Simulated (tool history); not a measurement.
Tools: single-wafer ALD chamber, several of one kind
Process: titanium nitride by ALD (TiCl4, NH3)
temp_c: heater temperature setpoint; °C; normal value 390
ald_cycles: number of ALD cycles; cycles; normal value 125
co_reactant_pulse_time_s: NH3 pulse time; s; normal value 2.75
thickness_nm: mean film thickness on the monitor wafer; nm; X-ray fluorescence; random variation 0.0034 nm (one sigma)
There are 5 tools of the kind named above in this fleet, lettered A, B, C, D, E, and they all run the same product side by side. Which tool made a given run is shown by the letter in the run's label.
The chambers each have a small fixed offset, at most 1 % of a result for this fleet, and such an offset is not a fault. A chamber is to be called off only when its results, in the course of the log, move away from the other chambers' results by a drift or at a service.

run   hour  temp_c  ald_cycles  co_reactant_pulse_time_s  read-back reference wafer on the same gauge, thickness_nm  thickness_nm
 1B    6.5     390         125                      2.75                                                     2.6607        2.7642
 2E   14.4     390         125                      2.75                                                     2.6587        2.7559
 3D   22.6     390         125                      2.75                                                     2.6580        2.7541
 4C   29.9     390         125                      2.75                                                     2.6579        2.7676
 5A   34.8     390         125                      2.75                                                     2.6579        2.7693
 6A   42.2     390         125                      2.75                                                     2.6567        2.7705
 7B   51.2     390         125                      2.75                                                     2.6567        2.7625
 8D   60.6     390         117                      1.86                                                     2.6560        2.5299
 9E   65.9     390         117                      1.86                                                     2.6564        2.5318
10C   70.5     390         117                      1.86                                                     2.6558        2.5464
11A   77.9     390         117                      1.86                                                     2.6540        2.5455
12D   86.0     390         117                      1.86                                                     2.6548        2.5351
13B   93.3     403         104                      2.75                                                     2.6538        2.3079
14E   98.0     403         104                      2.75                                                     2.6534        2.3022
15C  102.2     403         104                      2.75                                                     2.6530        2.3228
16D  110.7     403         104                      2.75                                                     2.6524        2.3037
17C  116.4     403         104                      2.75                                                     2.6524        2.3182
18B  125.7     390         111                      3.71                                                     2.6523        2.4781
19E  130.5     390         111                      3.71                                                     2.6515        2.4636
20A  135.4     390         111                      3.71                                                     2.6517        2.4825
21D  142.2     390         111                      3.71                                                     2.6505        2.4676
22B  147.9     390         111                      3.71                                                     2.6502        2.4723
23C  152.7     390         125                      2.75                                                     2.6501        2.7630
24E  160.7     390         125                      2.75                                                     2.6501        2.7468
25A  167.5     390         125                      2.75                                                     2.6495        2.7548
26B  173.1     390         125                      2.75                                                     2.6483        2.7502
27A  179.0     390         125                      2.75                                                     2.6484        2.7589
28C  183.4     390         125                      2.75                                                     2.6476        2.7697
29D  190.0     390         125                      2.75                                                     2.6473        2.7484
30E  199.4     390         125                      2.75                                                     2.6467        2.7437

The same settings go to every chamber for the next run, one line per chamber below. Forecast the results for each:
31A  206.2     384         125                      2.75                                                                        ?
31B  206.2     384         125                      2.75                                                                        ?
31C  206.2     384         125                      2.75                                                                        ?
31D  206.2     384         125                      2.75                                                                        ?
31E  206.2     384         125                      2.75                                                                        ?

run  thickness_nm
31A        2.7411
31B        2.7411
31C        2.7546
31D        2.7273
31E        2.7321
